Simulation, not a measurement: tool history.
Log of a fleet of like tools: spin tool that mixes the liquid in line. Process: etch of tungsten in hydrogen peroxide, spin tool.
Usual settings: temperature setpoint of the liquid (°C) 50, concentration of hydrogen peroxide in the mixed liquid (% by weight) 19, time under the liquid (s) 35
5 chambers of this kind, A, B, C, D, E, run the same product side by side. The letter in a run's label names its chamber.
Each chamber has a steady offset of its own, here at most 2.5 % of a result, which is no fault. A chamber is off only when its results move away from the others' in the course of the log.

run   hour  temperature setpoint of the liquid (°C)  concentration of hydrogen peroxide in the mixed liquid (% by weight)  time under the liquid (s)  read-back film thickness of the tungsten reference wafer, read on the same gauge (nm)  thickness taken off the tungsten on a monitor wafer (nm)
 1A    3.9                                       50                                                                    19                         35                                                                                 119.98                                                      54.5
 2C   12.6                                       50                                                                    19                         35                                                                                 120.01                                                    54.786
 3D   18.5                                       50                                                                    19                         35                                                                                 120.01                                                    54.417
 4B   22.6                                       50                                                                    19                         35                                                                                    120                                                    55.115
 5E   27.6                                       50                                                                    19                         35                                                                                 119.99                                                    52.703
      28.3  -- chamber C: new drum of peroxide connected
 6C   34.2                                       50                                                                    19                         35                                                                                 119.98                                                    54.537
 7D   41.9                                       50                                                                    19                         35                                                                                 119.99                                                    54.491
 8A   47.1                                     56.5                                                                    19                         55                                                                                 120.02                                                    126.19
 9B   53.2                                     56.5                                                                    19                         55                                                                                    120                                                    128.34
10E   60.9                                     56.5                                                                    19                         55                                                                                    120                                                    124.59
11B   67.7                                     56.5                                                                    19                         55                                                                                 119.98                                                    127.78
12E   76.1                                     56.5                                                                    19                         55                                                                                 120.02                                                    123.57
13C   82.5                                       50                                                                    19                         35                                                                                 120.01                                                    54.453
      85.9  -- chamber B: peroxide flow meter replaced
14A   88.4                                       50                                                                    19                         35                                                                                    120                                                    54.557
15D   94.4                                       50                                                                    19                         35                                                                                 119.99                                                    55.196
16E   98.6                                       50                                                                    19                         35                                                                                 119.98                                                    53.684
17C  104.9                                       50                                                                    19                         35                                                                                 120.02                                                    54.156
18B  111.9                                       50                                                                    19                         50                                                                                 119.99                                                    81.418
19A  116.9                                       50                                                                    19                         50                                                                                    120                                                    78.279
20D  123.6                                       50                                                                    19                         50                                                                                 119.98                                                    79.098
21A  130.6                                       50                                                                    19                         50                                                                                 119.99                                                    78.252
22B  138.3                                       50                                                                    19                         50                                                                                 120.01                                                    83.653
       139  -- chamber B: new drum of peroxide connected
23E  144.6                                       50                                                                    19                         35                                                                                 119.99                                                    53.755
24C  150.9                                       50                                                                    19                         35                                                                                 119.99                                                    53.628
     156.5  -- chamber C: thermometer replaced
25D  157.1                                       50                                                                    19                         35                                                                                    120                                                    55.373
26C  165.5                                       50                                                                    19                         35                                                                                 120.02                                                    54.481
27D  169.6                                       50                                                                    19                         35                                                                                 119.99                                                    54.559
28A  176.8                                       58                                                                    15                         35                                                                                 119.98                                                    76.809
29B  183.8                                       58                                                                    15                         35                                                                                 120.01                                                    88.132
     188.5  -- chamber A: new drum of peroxide connected
30E  188.5                                       58                                                                    15                         35                                                                                    120                                                    77.016
31A  193.8                                       58                                                                    15                         35                                                                                 119.96                                                    78.683
32C  202.5                                       58                                                                    15                         35                                                                                 120.02                                                    78.147
33D  210.3                                       50                                                                    19                         35                                                                                 120.01                                                    54.735

All 5 chambers run these settings next. Forecast each chamber's results:
34A  216.6                                       50                                                                    19                         35                                                                                                                                                ?
34B  216.6                                       50                                                                    19                         35                                                                                                                                                ?
34C  216.6                                       50                                                                    19                         35                                                                                                                                                ?
34D  216.6                                       50                                                                    19                         35                                                                                                                                                ?
34E  216.6                                       50                                                                    19                         35                                                                                                                                                ?

run  thickness taken off the tungsten on a monitor wafer (nm)
34A                                                    54.108
34B                                                    61.999
34C                                                    54.491
34D                                                    55.874
34E                                                    54.568
